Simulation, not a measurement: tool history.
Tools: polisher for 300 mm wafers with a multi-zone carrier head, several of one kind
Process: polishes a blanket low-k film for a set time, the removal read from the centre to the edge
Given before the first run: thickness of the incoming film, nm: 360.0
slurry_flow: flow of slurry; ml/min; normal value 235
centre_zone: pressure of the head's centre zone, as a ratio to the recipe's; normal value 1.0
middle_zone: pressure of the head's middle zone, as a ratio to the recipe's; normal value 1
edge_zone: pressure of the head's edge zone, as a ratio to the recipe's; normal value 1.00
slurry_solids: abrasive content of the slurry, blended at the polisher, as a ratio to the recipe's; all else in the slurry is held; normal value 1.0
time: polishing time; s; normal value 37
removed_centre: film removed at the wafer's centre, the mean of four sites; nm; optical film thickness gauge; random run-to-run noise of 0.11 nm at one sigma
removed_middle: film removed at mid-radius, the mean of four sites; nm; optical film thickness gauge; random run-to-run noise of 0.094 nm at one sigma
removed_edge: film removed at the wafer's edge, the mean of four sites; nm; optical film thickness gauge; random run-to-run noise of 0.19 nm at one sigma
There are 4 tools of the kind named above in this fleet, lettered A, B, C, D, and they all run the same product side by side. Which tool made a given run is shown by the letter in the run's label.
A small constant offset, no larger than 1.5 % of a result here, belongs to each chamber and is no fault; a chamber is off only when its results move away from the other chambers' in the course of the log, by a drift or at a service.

| run | hour | slurry_flow | centre_zone | middle_zone | edge_zone | slurry_solids | time | removed_centre | removed_middle | removed_edge |
|---|---|---|---|---|---|---|---|---|---|---|
| 1C | 3.4 | 235 | 1.0 | 1 | 1.00 | 1.0 | 37 | 15.284 | 15.110 | 14.868 |
| 2A | 5.8 | 235 | 1.0 | 1 | 1.00 | 1.0 | 37 | 15.127 | 15.088 | 15.214 |
| 3B | 9.8 | 235 | 1.0 | 1 | 1.00 | 1.0 | 37 | 15.394 | 14.797 | 15.289 |
| 4D | 11.7 | 235 | 1.0 | 1 | 1.00 | 1.0 | 37 | 15.335 | 15.292 | 15.247 |
|  | 13.4 | chamber B: worn pad replaced by a new one |
|  | 14.0 | chamber D: worn pad replaced by a new one |
| 5D | 14.3 | 235 | 1.0 | 1 | 1.00 | 1.0 | 37 | 15.030 | 15.288 | 15.056 |
| 6A | 16.6 | 235 | 1.0 | 1 | 1.00 | 1.0 | 37 | 15.227 | 14.894 | 15.060 |
| 7C | 20.2 | 235 | 1.0 | 1 | 1.00 | 1.0 | 37 | 15.112 | 15.104 | 15.369 |
| 8B | 22.1 | 235 | 1.0 | 1 | 1.00 | 1.0 | 37 | 15.501 | 14.960 | 15.314 |
| 9D | 24.1 | 235 | 1.0 | 1 | 1.00 | 1.0 | 37 | 15.009 | 15.279 | 14.956 |
| 10B | 27.1 | 235 | 1.0 | 1 | 1.00 | 1.0 | 37 | 15.328 | 15.035 | 15.203 |
| 11C | 28.9 | 235 | 1.0 | 1 | 1.00 | 1.0 | 37 | 14.993 | 15.142 | 15.604 |
| 12A | 32.4 | 235 | 1.0 | 1 | 1.00 | 1.0 | 37 | 15.209 | 15.071 | 14.883 |
|  | 36.3 | chamber A: centre zone pressure recalibrated |
| 13D | 36.6 | 235 | 0.9 | 1 | 1.00 | 1.0 | 37 | 13.545 | 15.236 | 15.286 |
| 14B | 40.4 | 235 | 0.9 | 1 | 1.00 | 1.0 | 37 | 13.615 | 14.928 | 15.423 |
| 15C | 43.2 | 235 | 0.9 | 1 | 1.00 | 1.0 | 37 | 13.462 | 15.256 | 15.388 |
| 16A | 46.7 | 235 | 0.9 | 1 | 1.00 | 1.0 | 37 | 13.418 | 15.071 | 15.163 |
| 17A | 49.4 | 235 | 1.0 | 1 | 1.00 | 1.0 | 37 | 15.030 | 15.180 | 14.990 |
| 18B | 52.9 | 235 | 1.0 | 1 | 1.00 | 1.0 | 37 | 15.461 | 15.146 | 15.536 |
| 19C | 54.7 | 235 | 1.0 | 1 | 1.00 | 1.0 | 37 | 14.989 | 15.250 | 15.162 |
| 20D | 58.4 | 235 | 1.0 | 1 | 1.00 | 1.0 | 37 | 15.211 | 15.114 | 15.096 |
| 21B | 60.8 | 270 | 1.0 | 1 | 1.00 | 1.0 | 37 | 15.404 | 15.360 | 15.477 |
| 22C | 64.7 | 270 | 1.0 | 1 | 1.00 | 1.0 | 37 | 15.348 | 15.344 | 15.653 |
|  | 68.1 | chamber B: worn pad replaced by a new one |
| 23A | 68.9 | 270 | 1.0 | 1 | 1.00 | 1.0 | 37 | 15.569 | 15.375 | 15.205 |
| 24D | 71.1 | 270 | 1.0 | 1 | 1.00 | 1.0 | 37 | 15.674 | 15.525 | 15.168 |
|  | 72.4 | chamber A: slurry nozzle cleaned |
| 25A | 73.2 | 235 | 1.0 | 1 | 1.00 | 1.0 | 37 | 15.055 | 15.123 | 15.089 |
| 26B | 77.0 | 235 | 1.0 | 1 | 1.00 | 1.0 | 37 | 15.313 | 14.976 | 15.611 |
| 27C | 80.9 | 235 | 1.0 | 1 | 1.06 | 1.1 | 37 | 15.714 | 15.602 | 16.486 |

Does one chamber stand apart from the rest, does the shared gauge drift, or is all well apart from small per-chamber offsets? Give the chamber and the most likely cause, where there is one.

Beyond each chamber's small constant offset nothing stands out, and the gauge stays steady.

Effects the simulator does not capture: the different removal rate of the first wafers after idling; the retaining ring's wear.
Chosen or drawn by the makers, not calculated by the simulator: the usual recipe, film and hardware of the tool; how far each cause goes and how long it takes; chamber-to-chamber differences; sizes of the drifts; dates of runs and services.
